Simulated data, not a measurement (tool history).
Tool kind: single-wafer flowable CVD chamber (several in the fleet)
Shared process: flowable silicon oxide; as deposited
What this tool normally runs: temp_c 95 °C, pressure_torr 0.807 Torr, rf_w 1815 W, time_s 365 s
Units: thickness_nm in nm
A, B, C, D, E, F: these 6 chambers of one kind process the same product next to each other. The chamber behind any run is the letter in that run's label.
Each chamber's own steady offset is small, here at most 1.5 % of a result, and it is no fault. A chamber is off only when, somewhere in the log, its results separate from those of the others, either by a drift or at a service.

| run | hour | temp_c | pressure_torr | rf_w | time_s | read-back reference wafer on the same gauge, thickness_nm | thickness_nm |
|---|---|---|---|---|---|---|---|
| 1B | 8.9 | 95 | 0.807 | 1815 | 365 | 292.00 | 257.36 |
| 2D | 17.1 | 95 | 0.807 | 1815 | 365 | 291.80 | 261.98 |
| 3F | 25.1 | 95 | 0.807 | 1815 | 365 | 291.94 | 256.95 |
| 4E | 36.1 | 95 | 0.807 | 1815 | 365 | 291.87 | 257.87 |
| 5A | 44.0 | 95 | 0.807 | 1815 | 365 | 291.71 | 258.08 |
| 6C | 52.2 | 95 | 0.807 | 1815 | 365 | 291.71 | 257.50 |
| 7F | 58.2 | 95 | 0.807 | 1815 | 365 | 291.74 | 257.05 |
|  | 63.3 | chamber F: thermocouple changed; heater temperature recalibrated |
| 8B | 67.1 | 95 | 0.807 | 1815 | 365 | 291.83 | 257.12 |
| 9A | 73.3 | 95 | 0.997 | 1700 | 365 | 291.62 | 330.77 |
|  | 76.7 | chamber B: thermocouple changed; heater temperature recalibrated |
| 10E | 82.9 | 95 | 0.997 | 1700 | 365 | 291.62 | 328.38 |
| 11C | 94.6 | 95 | 0.997 | 1700 | 365 | 291.55 | 329.26 |
| 12D | 103.9 | 95 | 0.997 | 1700 | 365 | 291.53 | 335.98 |
| 13D | 110.2 | 95 | 0.997 | 1700 | 365 | 291.55 | 336.05 |
| 14C | 120.0 | 95 | 0.997 | 1700 | 365 | 291.44 | 329.02 |
| 15E | 130.9 | 95 | 0.807 | 1815 | 365 | 291.42 | 258.08 |
| 16A | 142.7 | 95 | 0.807 | 1815 | 365 | 291.33 | 258.34 |
| 17F | 150.1 | 95 | 0.807 | 1815 | 365 | 291.33 | 256.19 |
|  | 151.9 | chamber B: capacitance manometer re-zeroed and calibrated |
| 18B | 156.3 | 95 | 0.807 | 1815 | 365 | 291.38 | 257.40 |
| 19E | 166.1 | 95 | 0.807 | 1815 | 365 | 291.25 | 258.10 |
| 20A | 175.3 | 95 | 0.807 | 1815 | 365 | 291.22 | 257.53 |
| 21D | 186.3 | 95 | 0.807 | 1815 | 365 | 291.24 | 261.81 |
| 22C | 194.6 | 95 | 0.807 | 1815 | 403 | 291.08 | 283.08 |
| 23F | 203.1 | 95 | 0.807 | 1815 | 403 | 291.02 | 283.01 |
| 24B | 211.9 | 95 | 0.807 | 1815 | 403 | 291.07 | 284.09 |
| 25D | 223.0 | 95 | 0.807 | 1815 | 403 | 290.94 | 288.49 |
| 26E | 232.2 | 95 | 0.807 | 1815 | 403 | 290.92 | 284.60 |
| 27B | 240.5 | 95 | 0.807 | 1815 | 403 | 290.83 | 283.39 |
| 28C | 251.5 | 95 | 0.807 | 1815 | 365 | 290.95 | 256.67 |
| 29A | 263.2 | 95 | 0.977 | 1815 | 343 | 290.74 | 307.45 |
| 30F | 273.8 | 95 | 0.977 | 1815 | 343 | 290.80 | 303.92 |
|  | 277.5 | chamber D: RF generator calibrated |
| 31B | 281.9 | 95 | 0.977 | 1815 | 343 | 290.80 | 306.70 |
| 32F | 288.5 | 95 | 0.977 | 1815 | 343 | 290.78 | 304.14 |
| 33D | 300.9 | 95 | 0.977 | 1815 | 343 | 290.66 | 312.23 |
| 34E | 309.7 | 95 | 0.977 | 1815 | 343 | 290.64 | 306.30 |
| 35A | 321.5 | 95 | 0.807 | 1815 | 365 | 290.64 | 257.68 |
| 36C | 329.0 | 95 | 0.807 | 1815 | 365 | 290.55 | 256.94 |
| 37E | 334.5 | 95 | 0.807 | 1815 | 365 | 290.52 | 257.31 |

Decide between three cases: one chamber stands off from its peers, the gauge reading all wafers drifts, or nothing is wrong past each chamber's small offset. Where a chamber is off, say which and what most likely put it there.

No chamber is off; the gauge reading every chamber's wafers drifts, which makes the whole fleet appear to move together.
Most likely cause: gauge reads low (%) = 0.515.
